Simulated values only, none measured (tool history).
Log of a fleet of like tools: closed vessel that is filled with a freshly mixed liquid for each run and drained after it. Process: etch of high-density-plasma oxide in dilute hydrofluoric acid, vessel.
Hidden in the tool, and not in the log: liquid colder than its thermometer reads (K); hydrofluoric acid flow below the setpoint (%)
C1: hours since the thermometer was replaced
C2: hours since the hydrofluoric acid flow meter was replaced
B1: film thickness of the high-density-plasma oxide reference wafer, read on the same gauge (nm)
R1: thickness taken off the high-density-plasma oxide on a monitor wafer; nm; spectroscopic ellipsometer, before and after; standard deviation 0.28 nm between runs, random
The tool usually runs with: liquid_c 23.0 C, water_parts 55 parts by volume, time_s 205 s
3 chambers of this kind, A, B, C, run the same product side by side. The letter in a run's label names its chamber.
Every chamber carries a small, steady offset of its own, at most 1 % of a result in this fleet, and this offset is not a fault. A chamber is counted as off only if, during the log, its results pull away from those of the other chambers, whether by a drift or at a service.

Run 1B, hour 7.1: usual settings; C1 1764.3; C2 1599.3; B1 130.03. Result: R1 30.725 nm.
Run 2A, hour 17.6: usual settings; C1 2511.2; C2 988.9; B1 130.00. Result: R1 31.389 nm.
Run 3C, hour 23.9: usual settings; C1 833.7; C2 642.5; B1 130.01. Result: R1 31.288 nm.
Run 4B, hour 35.3: usual settings; C1 1792.5; C2 1627.5; B1 129.98. Result: R1 30.711 nm.
Run 5C, hour 44.3: usual settings; C1 854.1; C2 662.9; B1 130.00. Result: R1 31.219 nm.
At hour 51.7: chamber C: hydrofluoric acid flow meter replaced.
Run 6A, hour 56.6: usual settings; C1 2550.2; C2 1027.9; B1 130.01. Result: R1 31.384 nm.
Run 7A, hour 68.1: usual settings; C1 2561.7; C2 1039.4; B1 129.97. Result: R1 31.413 nm.
Run 8C, hour 78.1: usual settings; C1 887.9; C2 26.4; B1 129.99. Result: R1 31.094 nm.
Run 9B, hour 83.8: usual settings; C1 1841.0; C2 1676.0; B1 130.00. Result: R1 30.521 nm.
Run 10B, hour 94.4: usual settings; C1 1851.6; C2 1686.6; B1 130.04. Result: R1 30.765 nm.
Run 11A, hour 104.5: usual settings; C1 2598.1; C2 1075.8; B1 129.99. Result: R1 31.424 nm.
Run 12C, hour 115.0: usual settings; C1 924.8; C2 63.3; B1 130.01. Result: R1 30.899 nm.
Run 13A, hour 126.3: usual settings; C1 2619.9; C2 1097.6; B1 130.02. Result: R1 30.959 nm.
Run 14C, hour 135.1: usual settings; C1 944.9; C2 83.4; B1 130.01. Result: R1 30.849 nm.
Run 15B, hour 146.7: usual settings; C1 1903.9; C2 1738.9; B1 129.99. Result: R1 30.924 nm.
Run 16B, hour 156.7: usual settings; C1 1913.9; C2 1748.9; B1 129.99. Result: R1 30.837 nm.
Run 17C, hour 162.3: usual settings; C1 972.1; C2 110.6; B1 129.98. Result: R1 30.657 nm.
Run 18A, hour 169.7: usual settings; C1 2663.3; C2 1141.0; B1 129.96. Result: R1 30.314 nm.
At hour 174.1: chamber A: thermometer replaced.
Run 19A, hour 176.2: usual settings; C1 2.2; C2 1147.5; B1 129.99. Result: R1 30.372 nm.
Run 20C, hour 185.8: usual settings but liquid_c 27.5 C, time_s 265 s; C1 995.6; C2 134.1; B1 129.99. Result: R1 48.297 nm.
Run 21B, hour 192.6: usual settings but liquid_c 27.5 C, time_s 265 s; C1 1949.8; C2 1784.8; B1 129.97. Result: R1 48.016 nm.
Run 22A, hour 202.3: usual settings but liquid_c 27.5 C, time_s 265 s; C1 28.3; C2 1173.6; B1 129.98. Result: R1 47.211 nm.
Run 23C, hour 209.7: usual settings; C1 1019.5; C2 158.0; B1 129.95. Result: R1 31.188 nm.
Run 24B, hour 216.1: usual settings; C1 1973.3; C2 1808.3; B1 130.00. Result: R1 30.536 nm.
Run 25A, hour 224.5: usual settings; C1 50.5; C2 1195.8; B1 129.99. Result: R1 30.846 nm.
Run 26B, hour 235.8: usual settings; C1 1993.0; C2 1828.0; B1 129.99. Result: R1 30.968 nm.
Run 27C, hour 244.0: usual settings but water_parts 35 parts by volume, time_s 145 s; C1 1053.8; C2 192.3; B1 129.98. Result: R1 35.876 nm.
Run 28A, hour 250.4: usual settings but water_parts 35 parts by volume, time_s 145 s; C1 76.4; C2 1221.7; B1 130.02. Result: R1 34.582 nm.
At hour 251.9: chamber B: hydrofluoric acid flow meter replaced.
Run 29B, hour 261.2: usual settings but water_parts 35 parts by volume, time_s 145 s; C1 2018.4; C2 9.3; B1 130.01. Result: R1 35.008 nm.
Run 30C, hour 271.3: usual settings; C1 1081.1; C2 219.6; B1 130.01. Result: R1 30.862 nm.
Run 31A, hour 280.4: usual settings; C1 106.4; C2 1251.7; B1 130.02. Result: R1 29.856 nm.
Run 32C, hour 291.9: usual settings; C1 1101.7; C2 240.2; B1 130.00. Result: R1 31.153 nm.
Run 33B, hour 302.9: usual settings but liquid_c 20.5 C, water_parts 70 parts by volume; C1 2060.1; C2 51.0; B1 129.99. Result: R1 21.307 nm.
Run 34C, hour 313.3: usual settings but liquid_c 20.5 C, water_parts 70 parts by volume; C1 1123.1; C2 261.6; B1 129.99. Result: R1 21.689 nm.
Run 35A, hour 320.3: usual settings but liquid_c 20.5 C, water_parts 70 parts by volume; C1 146.3; C2 1291.6; B1 129.98. Result: R1 20.652 nm.
Run 36B, hour 326.3: usual settings but liquid_c 27.0 C; C1 2083.5; C2 74.4; B1 130.02. Result: R1 36.409 nm.
Run 37B, hour 337.7: usual settings but liquid_c 27.0 C; C1 2094.9; C2 85.8; B1 129.97. Result: R1 36.042 nm.
Run 38C, hour 347.5: usual settings but liquid_c 27.0 C; C1 1157.3; C2 295.8; B1 129.98. Result: R1 36.709 nm.
Run 39A, hour 359.5: usual settings; C1 185.5; C2 1330.8; B1 129.97. Result: R1 29.295 nm.
Run 40C, hour 369.7: usual settings; C1 1179.5; C2 318.0; B1 129.99. Result: R1 31.003 nm.
Run 41A, hour 381.8: usual settings; C1 207.8; C2 1353.1; B1 130.00. Result: R1 29.322 nm.
Run 42B, hour 394.4: usual settings; C1 2151.6; C2 142.5; B1 130.01. Result: R1 31.228 nm.

Which is it: a chamber that has drifted or been left off by a service, a gauge drift common to all chambers, or only each chamber's usual small offset? If a chamber is off, name it and its likeliest cause.

It is chamber A that slowly wanders off from its peers.
Cause: hydrofluoric acid flow below the setpoint (%) = 5.69.

Here are 4 candidates for chamber A's next run, each the usual settings with a change, their results left as question marks. Which one brings its results back in line with what the others give on the usual settings?
In line here means within this much of the mean the other chambers give on the usual settings: R1 0.970 nm
Run 43A-1, hour 403.7: usual settings but time_s 185 s. Result: R1 ?.
Run 43A-2, hour 403.7: usual settings but time_s 195 s. Result: R1 ?.
Run 43A-3, hour 403.7: usual settings but time_s 215 s. Result: R1 ?.
Run 43A-4, hour 403.7: usual settings but time_s 230 s. Result: R1 ?.

Average result of the remaining chambers running the usual settings: R1 30.883 nm
  run      R1
43A-1  26.492
43A-2  27.924
43A-3  30.789
43A-4  32.937
43A-3 puts the chamber back in line with the other chambers.
